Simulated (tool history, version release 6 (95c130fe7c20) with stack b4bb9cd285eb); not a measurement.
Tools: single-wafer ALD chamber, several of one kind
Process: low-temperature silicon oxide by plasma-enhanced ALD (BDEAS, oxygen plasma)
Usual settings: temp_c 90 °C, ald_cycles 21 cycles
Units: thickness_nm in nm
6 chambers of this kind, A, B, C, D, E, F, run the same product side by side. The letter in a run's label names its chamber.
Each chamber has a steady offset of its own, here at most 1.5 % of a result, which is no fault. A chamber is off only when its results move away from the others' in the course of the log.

| run | hour | temp_c | ald_cycles | read-back reference wafer on the same gauge, thickness_nm | thickness_nm |
|---|---|---|---|---|---|
| 1B | 10.2 | 90 | 21 | 2.5805 | 3.0975 |
| 2F | 15.8 | 90 | 21 | 2.5796 | 3.0672 |
| 3D | 26 | 90 | 21 | 2.5802 | 3.1212 |
| 4A | 31 | 90 | 21 | 2.5788 | 3.0793 |
| 5C | 36.3 | 90 | 21 | 2.579 | 3.0995 |
| 6E | 46.5 | 90 | 21 | 2.5806 | 3.1234 |
| 7C | 53.1 | 90 | 21 | 2.5798 | 3.1174 |
| 8A | 61.4 | 90 | 21 | 2.582 | 3.0753 |
| 9E | 71.1 | 90 | 21 | 2.5818 | 3.1225 |
| 10F | 76.8 | 90 | 21 | 2.5802 | 3.0711 |
| 11B | 86.8 | 90 | 21 | 2.5797 | 3.1086 |
| 12D | 92.3 | 90 | 21 | 2.5797 | 3.1086 |
| 13B | 98.4 | 90 | 21 | 2.5793 | 3.1159 |
| 14C | 108.2 | 101 | 21 | 2.5815 | 2.9953 |
| 15F | 117.6 | 101 | 21 | 2.5803 | 2.9542 |
| 16E | 124.3 | 101 | 21 | 2.5796 | 3.0012 |
| 17A | 131.5 | 101 | 21 | 2.5796 | 2.9522 |
| 18D | 138.5 | 101 | 21 | 2.5802 | 2.9876 |
| 19D | 148.5 | 101 | 21 | 2.5792 | 2.986 |
| 20C | 155.2 | 90 | 21 | 2.5808 | 3.1151 |
|  | 160.5 | chamber D: thermocouple changed; heater temperature recalibrated |
| 21B | 160.6 | 90 | 21 | 2.5793 | 3.0892 |
| 22A | 166.9 | 90 | 21 | 2.5789 | 3.0765 |
| 23F | 173.4 | 90 | 21 | 2.5786 | 3.0383 |
| 24E | 181.3 | 90 | 21 | 2.5801 | 3.1296 |
| 25A | 189.8 | 90 | 21 | 2.5797 | 3.0728 |
| 26E | 199 | 90 | 21 | 2.5791 | 3.123 |
| 27F | 207.1 | 90 | 21 | 2.5801 | 3.0384 |
| 28B | 211.5 | 83 | 18 | 2.5797 | 2.7221 |
|  | 213.9 | chamber C: thermocouple changed; heater temperature recalibrated |
| 29C | 218.1 | 83 | 18 | 2.5791 | 2.7353 |
| 30D | 226.8 | 83 | 18 | 2.5789 | 2.7321 |
| 31D | 232.9 | 83 | 18 | 2.579 | 2.7307 |
| 32C | 240.7 | 83 | 18 | 2.5815 | 2.7275 |
| 33F | 247 | 83 | 18 | 2.5798 | 2.6413 |
| 34B | 253.4 | 90 | 21 | 2.5787 | 3.1036 |
| 35A | 263.5 | 90 | 19 | 2.5797 | 2.785 |
| 36E | 269 | 90 | 19 | 2.5809 | 2.8353 |

All 6 chambers run these settings next. Forecast each chamber's results:
| 37A | 276.4 | 90 | 21 |  | ? |
| 37B | 276.4 | 90 | 21 |  | ? |
| 37C | 276.4 | 90 | 21 |  | ? |
| 37D | 276.4 | 90 | 21 |  | ? |
| 37E | 276.4 | 90 | 21 |  | ? |
| 37F | 276.4 | 90 | 21 |  | ? |

| run | thickness_nm |
|---|---|
| 37A | 3.0744 |
| 37B | 3.1027 |
| 37C | 3.1029 |
| 37D | 3.1035 |
| 37E | 3.1172 |
| 37F | 3.0041 |
